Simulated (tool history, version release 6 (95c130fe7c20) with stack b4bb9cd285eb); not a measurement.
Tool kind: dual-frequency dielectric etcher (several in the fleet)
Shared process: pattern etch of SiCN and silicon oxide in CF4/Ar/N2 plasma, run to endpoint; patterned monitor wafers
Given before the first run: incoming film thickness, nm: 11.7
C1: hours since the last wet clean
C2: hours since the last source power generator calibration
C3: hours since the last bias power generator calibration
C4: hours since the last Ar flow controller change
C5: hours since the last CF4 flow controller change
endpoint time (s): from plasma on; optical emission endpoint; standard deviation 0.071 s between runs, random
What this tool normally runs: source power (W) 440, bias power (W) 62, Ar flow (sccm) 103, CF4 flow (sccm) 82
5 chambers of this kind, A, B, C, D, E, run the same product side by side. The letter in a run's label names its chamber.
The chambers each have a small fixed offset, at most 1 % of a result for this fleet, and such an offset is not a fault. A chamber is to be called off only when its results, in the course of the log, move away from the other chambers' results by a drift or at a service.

Run 1D, day 0.412: usual settings; C1 79; C2 243.5; C3 967.3; C4 1593.9; C5 1418.4. Result: endpoint time (s) 14.282.
Run 2C, day 0.95: usual settings; C1 42.6; C2 3163; C3 3329.1; C4 3821.1; C5 4274.1. Result: endpoint time (s) 14.065.
Run 3B, day 1.438: usual settings; C1 257.7; C2 2345.4; C3 2334.8; C4 1968.4; C5 756. Result: endpoint time (s) 14.385.
At day 1.833: chamber B: bias power generator calibrated.
Run 4A, day 1.854: usual settings; C1 225.8; C2 303.4; C3 1367.1; C4 2696.8; C5 1543.7. Result: endpoint time (s) 14.198.
Run 5E, day 2.254: usual settings; C1 323.8; C2 363.1; C3 1523.5; C4 1725.4; C5 1675.7. Result: endpoint time (s) 14.377.
Run 6A, day 2.654: usual settings; C1 245; C2 322.6; C3 1386.3; C4 2716; C5 1562.9. Result: endpoint time (s) 14.303.
Run 7C, day 3.067: usual settings; C1 93.4; C2 3213.8; C3 3379.9; C4 3871.9; C5 4324.9. Result: endpoint time (s) 14.173.
At day 3.267: chamber C: source power generator calibrated.
Run 8E, day 3.721: usual settings; C1 359; C2 398.3; C3 1558.7; C4 1760.6; C5 1710.9. Result: endpoint time (s) 14.454.
Run 9D, day 4.296: usual settings; C1 172.2; C2 336.7; C3 1060.5; C4 1687.1; C5 1511.6. Result: endpoint time (s) 14.237.
Run 10B, day 4.875: usual settings; C1 340.2; C2 2427.9; C3 73; C4 2050.9; C5 838.5. Result: endpoint time (s) 14.245.
Run 11A, day 5.338: usual settings; C1 309.4; C2 387; C3 1450.7; C4 2780.4; C5 1627.3. Result: endpoint time (s) 14.236.
Run 12C, day 5.667: usual settings; C1 155.8; C2 57.7; C3 3442.3; C4 3934.3; C5 4387.3. Result: endpoint time (s) 14.163.
Run 13D, day 6.038: usual settings; C1 214; C2 378.5; C3 1102.3; C4 1728.9; C5 1553.4. Result: endpoint time (s) 14.326.
At day 6.05: chamber E: Ar flow controller replaced.
At day 6.171: chamber E: wet clean of the chamber.
Run 14E, day 6.521: usual settings; C1 8.4; C2 465.5; C3 1625.9; C4 11.4; C5 1778.1. Result: endpoint time (s) 14.752.
At day 6.904: chamber B: wet clean of the chamber.
Run 15B, day 6.983: usual settings but source power (W) 380; C1 1.9; C2 2478.5; C3 123.6; C4 2101.5; C5 889.1. Result: endpoint time (s) 16.199.
Run 16E, day 7.492: usual settings but source power (W) 380; C1 31.7; C2 488.8; C3 1649.2; C4 34.7; C5 1801.4. Result: endpoint time (s) 16.69.
Run 17D, day 7.879: usual settings but source power (W) 380; C1 258.2; C2 422.7; C3 1146.5; C4 1773.1; C5 1597.6. Result: endpoint time (s) 16.353.
Run 18B, day 8.346: usual settings but source power (W) 380; C1 34.6; C2 2511.2; C3 156.3; C4 2134.2; C5 921.8. Result: endpoint time (s) 16.322.
Run 19C, day 8.688: usual settings but source power (W) 380; C1 228.3; C2 130.2; C3 3514.8; C4 4006.8; C5 4459.8. Result: endpoint time (s) 16.182.
Run 20A, day 9.067: usual settings; C1 398.9; C2 476.5; C3 1540.2; C4 2869.9; C5 1716.8. Result: endpoint time (s) 14.153.
At day 9.146: chamber D: Ar flow controller replaced.
At day 9.425: chamber A: wet clean of the chamber.
Run 21A, day 9.717: usual settings; C1 7; C2 492.1; C3 1555.8; C4 2885.5; C5 1732.4. Result: endpoint time (s) 14.228.
Run 22C, day 10.254: usual settings; C1 265.9; C2 167.8; C3 3552.4; C4 4044.4; C5 4497.4. Result: endpoint time (s) 14.251.
Run 23B, day 10.85: usual settings; C1 94.7; C2 2571.3; C3 216.4; C4 2194.3; C5 981.9. Result: endpoint time (s) 14.298.
Run 24D, day 11.217: usual settings; C1 338.3; C2 502.8; C3 1226.6; C4 49.8; C5 1677.7. Result: endpoint time (s) 14.17.
Run 25E, day 11.854: usual settings; C1 136.4; C2 593.5; C3 1753.9; C4 139.4; C5 1906.1. Result: endpoint time (s) 14.781.
Run 26D, day 12.362: usual settings; C1 365.8; C2 530.3; C3 1254.1; C4 77.3; C5 1705.2. Result: endpoint time (s) 14.36.
Run 27C, day 12.967: usual settings; C1 331; C2 232.9; C3 3617.5; C4 4109.5; C5 4562.5. Result: endpoint time (s) 14.167.
Run 28A, day 13.571: usual settings; C1 99.5; C2 584.6; C3 1648.3; C4 2978; C5 1824.9. Result: endpoint time (s) 14.163.
Run 29E, day 13.992: usual settings but Ar flow (sccm) 123; C1 187.7; C2 644.8; C3 1805.2; C4 190.7; C5 1957.4. Result: endpoint time (s) 15.157.
Run 30B, day 14.329: usual settings but Ar flow (sccm) 123; C1 178.2; C2 2654.8; C3 299.9; C4 2277.8; C5 1065.4. Result: endpoint time (s) 14.662.
At day 14.508: chamber C: wet clean of the chamber.
Run 31C, day 14.929: usual settings but Ar flow (sccm) 123; C1 10.2; C2 280; C3 3664.6; C4 4156.6; C5 4609.6. Result: endpoint time (s) 14.646.
At day 15.108: chamber D: wet clean of the chamber.
Run 32B, day 15.467: usual settings but Ar flow (sccm) 123; C1 205.5; C2 2682.1; C3 327.2; C4 2305.1; C5 1092.7. Result: endpoint time (s) 14.725.
Run 33A, day 16.038: usual settings but Ar flow (sccm) 123; C1 158.7; C2 643.8; C3 1707.5; C4 3037.2; C5 1884.1. Result: endpoint time (s) 14.49.
Run 34E, day 16.421: usual settings; C1 246; C2 703.1; C3 1863.5; C4 249; C5 2015.7. Result: endpoint time (s) 14.766.
Run 35D, day 16.954: usual settings but source power (W) 350; C1 44.3; C2 640.5; C3 1364.3; C4 187.5; C5 1815.4. Result: endpoint time (s) 17.771.
Run 36A, day 17.371: usual settings but source power (W) 350; C1 190.7; C2 675.8; C3 1739.5; C4 3069.2; C5 1916.1. Result: endpoint time (s) 17.376.
Run 37B, day 17.658: usual settings but source power (W) 350; C1 258.1; C2 2734.7; C3 379.8; C4 2357.7; C5 1145.3. Result: endpoint time (s) 17.543.
Run 38D, day 18.021: usual settings but source power (W) 350; C1 69.9; C2 666.1; C3 1389.9; C4 213.1; C5 1841. Result: endpoint time (s) 17.711.
Run 39C, day 18.6: usual settings but source power (W) 350; C1 98.3; C2 368.1; C3 3752.7; C4 4244.7; C5 4697.7. Result: endpoint time (s) 17.421.
Run 40E, day 18.917: usual settings; C1 305.9; C2 763; C3 1923.4; C4 308.9; C5 2075.6. Result: endpoint time (s) 14.761.
Run 41D, day 19.246: usual settings; C1 99.3; C2 695.5; C3 1419.3; C4 242.5; C5 1870.4. Result: endpoint time (s) 14.317.
Run 42C, day 19.654: usual settings; C1 123.6; C2 393.4; C3 3778; C4 4270; C5 4723. Result: endpoint time (s) 14.187.

Does one chamber stand apart from the rest, does the shared gauge drift, or is all well apart from small per-chamber offsets? Give the chamber and the most likely cause, where there is one.

Chamber E has stood off from the others ever since a service on it.
Cause: etch rate under this chamber's usual, % = 2.77.

Which of the 4 candidates below, each the usual settings with something changed and its results left as question marks, puts chamber E back in line with what the other chambers give on the usual settings?
Counts as in line when no further than this from what the other chambers average on the usual settings: endpoint time (s) 0.25
Run 43E-1, day 20.121: usual settings but CF4 flow (sccm) 100. Result: endpoint time (s) ?.
Run 43E-2, day 20.121: usual settings but Ar flow (sccm) 126. Result: endpoint time (s) ?.
Run 43E-3, day 20.121: usual settings but Ar flow (sccm) 80, CF4 flow (sccm) 99. Result: endpoint time (s) ?.
Run 43E-4, day 20.121: usual settings but source power (W) 410, Ar flow (sccm) 104, CF4 flow (sccm) 81. Result: endpoint time (s) ?.

The mean the other chambers reach with the usual settings: endpoint time (s) 14.259
  run  endpoint time (s)
43E-1             14.345
43E-2             15.247
43E-3             13.879
43E-4             15.784
Change 43E-1 lands the chamber within the allowed miss of the other chambers.
